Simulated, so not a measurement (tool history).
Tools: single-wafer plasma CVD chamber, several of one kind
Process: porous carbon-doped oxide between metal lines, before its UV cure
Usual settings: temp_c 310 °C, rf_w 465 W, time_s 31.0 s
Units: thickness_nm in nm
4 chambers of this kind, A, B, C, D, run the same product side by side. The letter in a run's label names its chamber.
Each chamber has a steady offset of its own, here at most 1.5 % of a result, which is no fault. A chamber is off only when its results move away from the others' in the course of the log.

| run | hour | temp_c | rf_w | time_s | hours since the last thermocouple change | hours since the last RF generator calibration | read-back reference wafer on the same gauge, thickness_nm | thickness_nm |
|---|---|---|---|---|---|---|---|---|
| 1B | 8.4 | 310 | 465 | 31.0 | 778.8 | 1855.4 | 151.02 | 150.91 |
| 2D | 17.2 | 310 | 465 | 31.0 | 2215.8 | 976.4 | 150.96 | 150.72 |
| 3C | 26.9 | 310 | 465 | 31.0 | 115.5 | 514.3 | 150.90 | 149.69 |
| 4A | 35.8 | 310 | 465 | 31.0 | 2351.3 | 621.5 | 150.86 | 152.80 |
| 5C | 43.4 | 310 | 465 | 31.0 | 132.0 | 530.8 | 150.91 | 149.37 |
| 6A | 51.4 | 310 | 465 | 31.0 | 2366.9 | 637.1 | 150.89 | 152.81 |
| 7D | 59.3 | 310 | 465 | 31.0 | 2257.9 | 1018.5 | 150.89 | 150.98 |
| 8B | 67.0 | 310 | 465 | 31.0 | 837.4 | 1914.0 | 150.80 | 151.01 |
| 9B | 77.6 | 310 | 465 | 31.0 | 848.0 | 1924.6 | 150.81 | 150.67 |
| 10D | 83.0 | 310 | 465 | 31.0 | 2281.6 | 1042.2 | 150.80 | 150.63 |
| 11C | 90.1 | 310 | 465 | 31.0 | 178.7 | 577.5 | 150.70 | 149.32 |
| 12A | 96.7 | 310 | 465 | 31.0 | 2412.2 | 682.4 | 150.70 | 152.37 |
| 13B | 102.6 | 310 | 465 | 31.0 | 873.0 | 1949.6 | 150.72 | 150.86 |
| 14D | 112.8 | 310 | 465 | 31.0 | 2311.4 | 1072.0 | 150.71 | 150.96 |
| 15A | 123.2 | 319 | 465 | 31.0 | 2438.7 | 708.9 | 150.61 | 145.21 |
| 16C | 129.4 | 319 | 465 | 31.0 | 218.0 | 616.8 | 150.65 | 142.75 |
| 17A | 137.1 | 319 | 465 | 31.0 | 2452.6 | 722.8 | 150.64 | 145.48 |
| 18B | 144.8 | 319 | 465 | 31.0 | 915.2 | 1991.8 | 150.65 | 143.64 |
| 19D | 153.7 | 310 | 465 | 31.0 | 2352.3 | 1112.9 | 150.59 | 150.40 |
| 20C | 161.6 | 310 | 465 | 31.0 | 250.2 | 649.0 | 150.58 | 149.39 |
| 21D | 169.7 | 310 | 465 | 31.0 | 2368.3 | 1128.9 | 150.53 | 150.27 |
| 22A | 177.1 | 310 | 465 | 31.0 | 2492.6 | 762.8 | 150.50 | 152.37 |
|  | 178.0 | chamber D: thermocouple changed; heater temperature recalibrated |
| 23C | 187.2 | 310 | 465 | 31.0 | 275.8 | 674.6 | 150.43 | 149.09 |
| 24B | 193.7 | 310 | 465 | 31.0 | 964.1 | 2040.7 | 150.41 | 150.47 |
| 25C | 201.3 | 310 | 465 | 31.0 | 289.9 | 688.7 | 150.43 | 149.50 |
| 26B | 209.0 | 310 | 465 | 31.0 | 979.4 | 2056.0 | 150.48 | 150.24 |
| 27A | 217.8 | 310 | 465 | 31.0 | 2533.3 | 803.5 | 150.36 | 152.23 |
| 28D | 225.8 | 310 | 465 | 31.0 | 47.9 | 1185.0 | 150.41 | 150.24 |
| 29B | 235.5 | 310 | 465 | 31.0 | 1005.9 | 2082.5 | 150.38 | 150.65 |
| 30D | 243.7 | 310 | 555 | 28.9 | 65.8 | 1202.9 | 150.28 | 157.48 |
| 31A | 251.9 | 310 | 555 | 28.9 | 2567.4 | 837.6 | 150.30 | 159.92 |
|  | 257.2 | chamber A: thermocouple changed; heater temperature recalibrated |
| 32C | 258.6 | 310 | 555 | 28.9 | 347.2 | 746.0 | 150.26 | 157.32 |
| 33D | 266.9 | 310 | 555 | 28.9 | 89.0 | 1226.1 | 150.28 | 157.60 |
| 34B | 272.2 | 310 | 465 | 31.0 | 1042.6 | 2119.2 | 150.31 | 150.33 |
| 35C | 279.6 | 310 | 465 | 27.4 | 368.2 | 767.0 | 150.22 | 132.19 |
| 36A | 288.9 | 310 | 465 | 27.4 | 31.8 | 874.6 | 150.21 | 134.63 |
| 37D | 297.0 | 310 | 465 | 27.4 | 119.1 | 1256.2 | 150.25 | 133.00 |

What goes on in this fleet: one chamber off, a drifting gauge, or nothing beyond the chambers' own small offsets? Name the chamber and the cause, if any.

The gauge drifts, so all chambers seem to drift together. No chamber is off.
Cause: gauge reads low (%) = 0.557.
